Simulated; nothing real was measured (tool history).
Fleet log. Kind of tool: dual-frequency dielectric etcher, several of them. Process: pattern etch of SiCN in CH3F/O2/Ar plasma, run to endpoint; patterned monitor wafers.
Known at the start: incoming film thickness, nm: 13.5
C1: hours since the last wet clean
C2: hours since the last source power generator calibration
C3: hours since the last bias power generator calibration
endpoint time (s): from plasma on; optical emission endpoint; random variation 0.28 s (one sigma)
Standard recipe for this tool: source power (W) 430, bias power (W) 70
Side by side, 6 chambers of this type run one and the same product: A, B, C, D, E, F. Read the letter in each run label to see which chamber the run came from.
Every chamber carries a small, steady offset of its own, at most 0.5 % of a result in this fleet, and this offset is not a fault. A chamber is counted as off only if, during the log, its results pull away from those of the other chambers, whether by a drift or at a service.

{"run": "1F", "hour": 2.2, "source power (W)": 430, "bias power (W)": 70, "C1": 242.5, "C2": 1924.3, "C3": 1678.6, "endpoint time (s)": 35.953}
{"run": "2B", "hour": 4.5, "source power (W)": 430, "bias power (W)": 70, "C1": 199.4, "C2": 1738.1, "C3": 3233.6, "endpoint time (s)": 36.35}
{"run": "3C", "hour": 7.7, "source power (W)": 430, "bias power (W)": 70, "C1": 455.1, "C2": 3008.2, "C3": 1325.2, "endpoint time (s)": 35.322}
{"run": "4D", "hour": 10.3, "source power (W)": 430, "bias power (W)": 70, "C1": 42.7, "C2": 973.3, "C3": 1218.5, "endpoint time (s)": 35.402}
{"run": "5E", "hour": 12.8, "source power (W)": 520, "bias power (W)": 83, "C1": 108.1, "C2": 186.8, "C3": 2435.6, "endpoint time (s)": 31.397}
{"run": "6A", "hour": 17.3, "source power (W)": 520, "bias power (W)": 83, "C1": 203.1, "C2": 196.4, "C3": 1373.0, "endpoint time (s)": 30.935}
{"run": "7E", "hour": 21.6, "source power (W)": 520, "bias power (W)": 83, "C1": 116.9, "C2": 195.6, "C3": 2444.4, "endpoint time (s)": 31.129}
{"run": "8B", "hour": 25.7, "source power (W)": 520, "bias power (W)": 83, "C1": 220.6, "C2": 1759.3, "C3": 3254.8, "endpoint time (s)": 31.018}
{"run": "9D", "hour": 29.0, "source power (W)": 520, "bias power (W)": 83, "C1": 61.4, "C2": 992.0, "C3": 1237.2, "endpoint time (s)": 31.066}
{"run": "10F", "hour": 31.8, "source power (W)": 520, "bias power (W)": 83, "C1": 272.1, "C2": 1953.9, "C3": 1708.2, "endpoint time (s)": 31.181}
{"run": "11A", "hour": 35.8, "source power (W)": 430, "bias power (W)": 70, "C1": 221.6, "C2": 214.9, "C3": 1391.5, "endpoint time (s)": 35.76}
{"run": "12C", "hour": 38.6, "source power (W)": 430, "bias power (W)": 70, "C1": 486.0, "C2": 3039.1, "C3": 1356.1, "endpoint time (s)": 34.998}
{"run": "13B", "hour": 42.0, "source power (W)": 430, "bias power (W)": 70, "C1": 236.9, "C2": 1775.6, "C3": 3271.1, "endpoint time (s)": 35.493}
{"run": "14D", "hour": 46.6, "source power (W)": 330, "bias power (W)": 70, "C1": 79.0, "C2": 1009.6, "C3": 1254.8, "endpoint time (s)": 39.23}
{"run": "15F", "hour": 50.1, "source power (W)": 330, "bias power (W)": 70, "C1": 290.4, "C2": 1972.2, "C3": 1726.5, "endpoint time (s)": 38.743}
{"run": "16E", "hour": 53.2, "source power (W)": 330, "bias power (W)": 70, "C1": 148.5, "C2": 227.2, "C3": 2476.0, "endpoint time (s)": 38.676}
{"run": "17C", "hour": 56.8, "source power (W)": 330, "bias power (W)": 70, "C1": 504.2, "C2": 3057.3, "C3": 1374.3, "endpoint time (s)": 38.907}
{"run": "18A", "hour": 59.4, "source power (W)": 330, "bias power (W)": 70, "C1": 245.2, "C2": 238.5, "C3": 1415.1, "endpoint time (s)": 39.522}
{"run": "19F", "hour": 62.7, "source power (W)": 330, "bias power (W)": 70, "C1": 303.0, "C2": 1984.8, "C3": 1739.1, "endpoint time (s)": 39.463}
{"run": "20C", "hour": 65.5, "source power (W)": 430, "bias power (W)": 70, "C1": 512.9, "C2": 3066.0, "C3": 1383.0, "endpoint time (s)": 34.96}
{"run": "21B", "hour": 69.3, "source power (W)": 430, "bias power (W)": 70, "C1": 264.2, "C2": 1802.9, "C3": 3298.4, "endpoint time (s)": 35.544}
{"hour": 70.7, "done": "chamber C: wet clean of the chamber"}
{"run": "22D", "hour": 72.3, "source power (W)": 430, "bias power (W)": 70, "C1": 104.7, "C2": 1035.3, "C3": 1280.5, "endpoint time (s)": 35.367}
{"run": "23A", "hour": 74.7, "source power (W)": 430, "bias power (W)": 70, "C1": 260.5, "C2": 253.8, "C3": 1430.4, "endpoint time (s)": 35.871}
{"run": "24E", "hour": 78.1, "source power (W)": 430, "bias power (W)": 70, "C1": 173.4, "C2": 252.1, "C3": 2500.9, "endpoint time (s)": 35.243}
{"run": "25D", "hour": 82.5, "source power (W)": 430, "bias power (W)": 70, "C1": 114.9, "C2": 1045.5, "C3": 1290.7, "endpoint time (s)": 35.629}
{"run": "26F", "hour": 86.9, "source power (W)": 430, "bias power (W)": 70, "C1": 327.2, "C2": 2009.0, "C3": 1763.3, "endpoint time (s)": 35.585}
{"run": "27E", "hour": 91.3, "source power (W)": 430, "bias power (W)": 70, "C1": 186.6, "C2": 265.3, "C3": 2514.1, "endpoint time (s)": 35.752}
{"run": "28B", "hour": 94.7, "source power (W)": 500, "bias power (W)": 59, "C1": 289.6, "C2": 1828.3, "C3": 3323.8, "endpoint time (s)": 35.984}
{"run": "29C", "hour": 98.9, "source power (W)": 500, "bias power (W)": 59, "C1": 28.2, "C2": 3099.4, "C3": 1416.4, "endpoint time (s)": 35.545}
{"run": "30A", "hour": 102.7, "source power (W)": 500, "bias power (W)": 59, "C1": 288.5, "C2": 281.8, "C3": 1458.4, "endpoint time (s)": 36.207}
{"run": "31A", "hour": 107.6, "source power (W)": 500, "bias power (W)": 59, "C1": 293.4, "C2": 286.7, "C3": 1463.3, "endpoint time (s)": 36.12}
{"run": "32B", "hour": 112.5, "source power (W)": 500, "bias power (W)": 59, "C1": 307.4, "C2": 1846.1, "C3": 3341.6, "endpoint time (s)": 35.248}
{"run": "33C", "hour": 117.1, "source power (W)": 500, "bias power (W)": 59, "C1": 46.4, "C2": 3117.6, "C3": 1434.6, "endpoint time (s)": 35.156}
{"run": "34D", "hour": 121.0, "source power (W)": 430, "bias power (W)": 70, "C1": 153.4, "C2": 1084.0, "C3": 1329.2, "endpoint time (s)": 35.623}
{"run": "35F", "hour": 125.9, "source power (W)": 430, "bias power (W)": 70, "C1": 366.2, "C2": 2048.0, "C3": 1802.3, "endpoint time (s)": 35.713}
{"run": "36E", "hour": 129.8, "source power (W)": 430, "bias power (W)": 70, "C1": 225.1, "C2": 303.8, "C3": 2552.6, "endpoint time (s)": 35.766}
{"run": "37E", "hour": 134.5, "source power (W)": 430, "bias power (W)": 70, "C1": 229.8, "C2": 308.5, "C3": 2557.3, "endpoint time (s)": 35.61}

One chamber off, gauge drift, or nothing amiss beyond the chambers' own small offsets? If it is a chamber, which one, and what is the likeliest cause?

One chamber, A, drifts off from the rest bit by bit.
Most likely cause: etch rate under this chamber's usual, % = 4.67.

Chamber A could run next with any of the 4 candidate recipes listed below; each alters the usual settings, and their results appear as question marks. Which one brings its results back in line with what the other chambers deliver on the usual settings?
In line means no further than this from the other chambers' mean on the usual settings: endpoint time (s) 0.970
{"run": "38A-1", "hour": 138.0, "source power (W)": 460, "bias power (W)": 74, "endpoint time (s)": "?"}
{"run": "38A-2", "hour": 138.0, "source power (W)": 340, "bias power (W)": 70, "endpoint time (s)": "?"}
{"run": "38A-3", "hour": 138.0, "source power (W)": 430, "bias power (W)": 61, "endpoint time (s)": "?"}
{"run": "38A-4", "hour": 138.0, "source power (W)": 490, "bias power (W)": 79, "endpoint time (s)": "?"}

On the usual settings, the other chambers give on average: endpoint time (s) 35.449
run=38A-1 endpoint_time_(s)=35.455
run=38A-2 endpoint_time_(s)=40.519
run=38A-3 endpoint_time_(s)=38.888
run=38A-4 endpoint_time_(s)=33.829
38A-1 brings the chamber back in line.

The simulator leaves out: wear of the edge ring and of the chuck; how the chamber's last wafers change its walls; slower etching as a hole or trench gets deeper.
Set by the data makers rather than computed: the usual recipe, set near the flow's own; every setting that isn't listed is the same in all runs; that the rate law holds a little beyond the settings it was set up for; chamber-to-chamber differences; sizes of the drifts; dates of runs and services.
